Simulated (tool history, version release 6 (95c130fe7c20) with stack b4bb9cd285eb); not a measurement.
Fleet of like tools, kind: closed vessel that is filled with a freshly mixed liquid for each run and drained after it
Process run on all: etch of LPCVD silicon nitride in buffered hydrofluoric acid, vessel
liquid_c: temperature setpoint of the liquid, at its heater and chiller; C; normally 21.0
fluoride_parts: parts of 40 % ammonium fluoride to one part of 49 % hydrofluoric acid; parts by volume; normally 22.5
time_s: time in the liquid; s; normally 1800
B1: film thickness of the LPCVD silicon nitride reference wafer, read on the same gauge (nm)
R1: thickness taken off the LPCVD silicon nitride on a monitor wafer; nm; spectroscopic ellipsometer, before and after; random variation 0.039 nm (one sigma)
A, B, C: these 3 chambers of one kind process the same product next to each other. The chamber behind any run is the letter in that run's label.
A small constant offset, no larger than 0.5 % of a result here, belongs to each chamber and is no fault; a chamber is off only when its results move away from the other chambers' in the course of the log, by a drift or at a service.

run 1A hour=8.1 | liquid_c=21.0 fluoride_parts=22.5 time_s=1800 | B1=79.983 | R1=9.0520
run 2C hour=16.5 | liquid_c=21.0 fluoride_parts=22.5 time_s=1800 | B1=80.046 | R1=9.0532
run 3B hour=21.2 | liquid_c=21.0 fluoride_parts=22.5 time_s=1800 | B1=79.990 | R1=9.0184
run 4C hour=25.7 | liquid_c=21.0 fluoride_parts=22.5 time_s=1800 | B1=80.033 | R1=9.1235
run 5A hour=33.1 | liquid_c=21.0 fluoride_parts=22.5 time_s=1800 | B1=80.015 | R1=8.9867
run 6B hour=41.4 | liquid_c=21.0 fluoride_parts=22.5 time_s=1800 | B1=79.978 | R1=8.9836
run 7C hour=49.5 | liquid_c=21.0 fluoride_parts=22.5 time_s=1800 | B1=79.999 | R1=9.0198
run 8B hour=58.3 | liquid_c=21.0 fluoride_parts=22.5 time_s=1800 | B1=79.994 | R1=9.0523
run 9A hour=64.1 | liquid_c=21.0 fluoride_parts=22.5 time_s=1800 | B1=79.984 | R1=9.0824
run 10A hour=72.9 | liquid_c=21.0 fluoride_parts=22.5 time_s=1800 | B1=80.011 | R1=9.0298
run 11B hour=81.1 | liquid_c=21.0 fluoride_parts=22.5 time_s=1800 | B1=80.021 | R1=8.9970
run 12C hour=89.6 | liquid_c=21.0 fluoride_parts=22.5 time_s=1800 | B1=79.982 | R1=9.0528
run 13A hour=98.4 | liquid_c=21.0 fluoride_parts=22.5 time_s=1800 | B1=79.958 | R1=8.9110
run 14C hour=107.8 | liquid_c=21.0 fluoride_parts=22.5 time_s=1800 | B1=80.001 | R1=9.0545
run 15B hour=113.7 | liquid_c=21.0 fluoride_parts=22.5 time_s=1800 | B1=80.005 | R1=8.9694
run 16A hour=119.2 | liquid_c=22.5 fluoride_parts=27.0 time_s=1800 | B1=80.024 | R1=8.6293
run 17C hour=125.0 | liquid_c=22.5 fluoride_parts=27.0 time_s=1800 | B1=79.983 | R1=8.7053
run 18B hour=131.3 | liquid_c=22.5 fluoride_parts=27.0 time_s=1800 | B1=80.025 | R1=8.5383
run 19A hour=139.3 | liquid_c=21.0 fluoride_parts=22.5 time_s=1800 | B1=80.027 | R1=9.0220
run 20C hour=148.2 | liquid_c=21.0 fluoride_parts=22.5 time_s=1800 | B1=80.006 | R1=9.1481
run 21B hour=153.4 | liquid_c=21.0 fluoride_parts=22.5 time_s=1800 | B1=79.995 | R1=8.9171
run 22C hour=163.2 | liquid_c=21.0 fluoride_parts=22.5 time_s=1800 | B1=80.023 | R1=9.0660
run 23B hour=170.3 | liquid_c=21.0 fluoride_parts=22.5 time_s=1800 | B1=79.992 | R1=8.8863
run 24A hour=180.2 | liquid_c=21.0 fluoride_parts=22.5 time_s=1800 | B1=80.026 | R1=8.9911
run 25A hour=184.5 | liquid_c=21.0 fluoride_parts=22.5 time_s=1800 | B1=80.012 | R1=9.0058
run 26C hour=191.6 | liquid_c=21.0 fluoride_parts=22.5 time_s=1800 | B1=79.983 | R1=9.0657
run 27B hour=200.3 | liquid_c=21.0 fluoride_parts=22.5 time_s=1800 | B1=79.984 | R1=8.8176
run 28A hour=209.2 | liquid_c=21.0 fluoride_parts=22.5 time_s=1800 | B1=80.026 | R1=8.9982
run 29B hour=216.5 | liquid_c=19.0 fluoride_parts=22.5 time_s=1800 | B1=80.050 | R1=7.8027
run 30C hour=222.7 | liquid_c=19.0 fluoride_parts=22.5 time_s=1800 | B1=80.009 | R1=8.0994
run 31A hour=232.2 | liquid_c=19.0 fluoride_parts=22.5 time_s=1800 | B1=79.993 | R1=8.0622
run 32C hour=240.5 | liquid_c=21.0 fluoride_parts=22.5 time_s=1800 | B1=80.006 | R1=9.0729
run 33B hour=245.6 | liquid_c=21.0 fluoride_parts=22.5 time_s=1800 | B1=80.050 | R1=8.7154
run 34B hour=250.1 | liquid_c=21.0 fluoride_parts=22.5 time_s=1800 | B1=79.976 | R1=8.6963
run 35A hour=255.3 | liquid_c=21.0 fluoride_parts=22.5 time_s=1800 | B1=79.995 | R1=8.9385
run 36C hour=259.5 | liquid_c=21.0 fluoride_parts=22.5 time_s=1800 | B1=80.032 | R1=9.0467
run 37A hour=265.2 | liquid_c=21.0 fluoride_parts=22.5 time_s=1800 | B1=79.969 | R1=9.0743
run 38B hour=271.7 | liquid_c=21.0 fluoride_parts=22.5 time_s=1800 | B1=80.002 | R1=8.7030
run 39C hour=278.5 | liquid_c=21.0 fluoride_parts=22.5 time_s=1800 | B1=80.020 | R1=9.0794
run 40C hour=284.8 | liquid_c=21.0 fluoride_parts=22.5 time_s=1800 | B1=80.023 | R1=9.1096
run 41A hour=290.8 | liquid_c=21.0 fluoride_parts=22.5 time_s=1800 | B1=79.980 | R1=9.0396

Each of the 3 chambers runs these same settings next. Fill in every chamber's results:
run 42A hour=297.8 | liquid_c=18.0 fluoride_parts=22.5 time_s=1800 | R1=?
run 42B hour=297.8 | liquid_c=18.0 fluoride_parts=22.5 time_s=1800 | R1=?
run 42C hour=297.8 | liquid_c=18.0 fluoride_parts=22.5 time_s=1800 | R1=?

run=42A R1=7.6620
run=42B R1=7.2791
run=42C R1=7.6554
